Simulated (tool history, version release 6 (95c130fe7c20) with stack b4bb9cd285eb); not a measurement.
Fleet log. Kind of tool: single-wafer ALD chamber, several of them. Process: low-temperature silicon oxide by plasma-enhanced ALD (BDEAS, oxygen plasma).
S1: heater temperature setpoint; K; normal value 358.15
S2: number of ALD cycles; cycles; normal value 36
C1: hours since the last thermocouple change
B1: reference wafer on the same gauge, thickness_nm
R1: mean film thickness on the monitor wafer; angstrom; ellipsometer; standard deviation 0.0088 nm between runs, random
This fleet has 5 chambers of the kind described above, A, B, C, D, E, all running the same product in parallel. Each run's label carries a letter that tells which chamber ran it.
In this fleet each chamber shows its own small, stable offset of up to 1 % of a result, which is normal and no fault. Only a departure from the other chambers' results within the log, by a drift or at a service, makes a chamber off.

{"run": "1C", "hour": 6.8, "S1": 358.15, "S2": 36, "C1": 677.6, "B1": 6.0516, "R1": 54.282}
{"run": "2D", "hour": 11.7, "S1": 358.15, "S2": 36, "C1": 1021.4, "B1": 6.0544, "R1": 53.765}
{"run": "3A", "hour": 17.7, "S1": 358.15, "S2": 36, "C1": 1039.1, "B1": 6.0505, "R1": 54.087}
{"run": "4B", "hour": 24.5, "S1": 358.15, "S2": 36, "C1": 351.2, "B1": 6.0573, "R1": 54.537}
{"run": "5E", "hour": 31.7, "S1": 345.15, "S2": 31, "C1": 1474.7, "B1": 6.055, "R1": 48.85}
{"run": "6C", "hour": 37.8, "S1": 345.15, "S2": 31, "C1": 708.6, "B1": 6.0576, "R1": 48.841}
{"run": "7E", "hour": 45.3, "S1": 345.15, "S2": 31, "C1": 1488.3, "B1": 6.0581, "R1": 49.062}
{"run": "8A", "hour": 51.1, "S1": 345.15, "S2": 31, "C1": 1072.5, "B1": 6.058, "R1": 48.512}
{"run": "9B", "hour": 58.3, "S1": 345.15, "S2": 31, "C1": 385, "B1": 6.0586, "R1": 49.049}
{"run": "10D", "hour": 63.5, "S1": 358.15, "S2": 36, "C1": 1073.2, "B1": 6.0621, "R1": 54.169}
{"run": "11C", "hour": 73.5, "S1": 358.15, "S2": 36, "C1": 744.3, "B1": 6.061, "R1": 54.281}
{"run": "12D", "hour": 82.3, "S1": 358.15, "S2": 36, "C1": 1092, "B1": 6.0626, "R1": 53.965}
{"run": "13A", "hour": 88.4, "S1": 358.15, "S2": 36, "C1": 1109.8, "B1": 6.0651, "R1": 54.024}
{"run": "14E", "hour": 96.1, "S1": 358.15, "S2": 36, "C1": 1539.1, "B1": 6.0656, "R1": 54.444}
{"run": "15B", "hour": 104.5, "S1": 358.15, "S2": 36, "C1": 431.2, "B1": 6.0668, "R1": 54.54}
{"run": "16D", "hour": 109.8, "S1": 358.15, "S2": 36, "C1": 1119.5, "B1": 6.0702, "R1": 53.965}
{"run": "17B", "hour": 116.2, "S1": 358.15, "S2": 36, "C1": 442.9, "B1": 6.0703, "R1": 54.555}
{"run": "18E", "hour": 121.5, "S1": 358.15, "S2": 36, "C1": 1564.5, "B1": 6.0704, "R1": 54.459}
{"hour": 123.8, "done": "chamber A: thermocouple changed; heater temperature recalibrated"}
{"run": "19A", "hour": 129.3, "S1": 370.15, "S2": 33, "C1": 5.6, "B1": 6.0704, "R1": 47.375}
{"run": "20C", "hour": 135.0, "S1": 370.15, "S2": 33, "C1": 805.8, "B1": 6.0716, "R1": 47.833}
{"run": "21A", "hour": 143.0, "S1": 370.15, "S2": 33, "C1": 19.3, "B1": 6.0714, "R1": 47.546}
{"run": "22C", "hour": 148.3, "S1": 370.15, "S2": 33, "C1": 819.1, "B1": 6.0721, "R1": 47.786}
{"run": "23D", "hour": 156.1, "S1": 370.15, "S2": 33, "C1": 1165.8, "B1": 6.0746, "R1": 47.597}
{"run": "24E", "hour": 163.4, "S1": 350.15, "S2": 43, "C1": 1606.4, "B1": 6.077, "R1": 67.214}
{"hour": 168.3, "done": "chamber E: thermocouple changed; heater temperature recalibrated"}
{"run": "25B", "hour": 172.1, "S1": 350.15, "S2": 43, "C1": 498.8, "B1": 6.0803, "R1": 67.038}
{"run": "26A", "hour": 177.9, "S1": 350.15, "S2": 43, "C1": 54.2, "B1": 6.0795, "R1": 66.435}
{"run": "27E", "hour": 188.0, "S1": 350.15, "S2": 43, "C1": 19.8, "B1": 6.0824, "R1": 67.099}
{"run": "28D", "hour": 196.0, "S1": 350.15, "S2": 43, "C1": 1205.7, "B1": 6.084, "R1": 66.445}
{"run": "29B", "hour": 205.4, "S1": 358.15, "S2": 36, "C1": 532.1, "B1": 6.082, "R1": 54.751}
{"run": "30C", "hour": 214.0, "S1": 358.15, "S2": 41, "C1": 884.8, "B1": 6.0845, "R1": 62.108}
{"run": "31E", "hour": 224.1, "S1": 358.15, "S2": 41, "C1": 55.9, "B1": 6.0881, "R1": 62.401}
{"run": "32A", "hour": 229.9, "S1": 358.15, "S2": 41, "C1": 106.2, "B1": 6.0879, "R1": 61.767}
{"run": "33B", "hour": 239.8, "S1": 358.15, "S2": 41, "C1": 566.5, "B1": 6.0886, "R1": 62.271}

One chamber off, gauge drift, or nothing amiss beyond the chambers' own small offsets? If it is a chamber, which one, and what is the likeliest cause?

It is the gauge, not a chamber: its drift shows up in every chamber's results at once, and no chamber is off.
Likeliest cause: gauge reads high (%) = 0.665.

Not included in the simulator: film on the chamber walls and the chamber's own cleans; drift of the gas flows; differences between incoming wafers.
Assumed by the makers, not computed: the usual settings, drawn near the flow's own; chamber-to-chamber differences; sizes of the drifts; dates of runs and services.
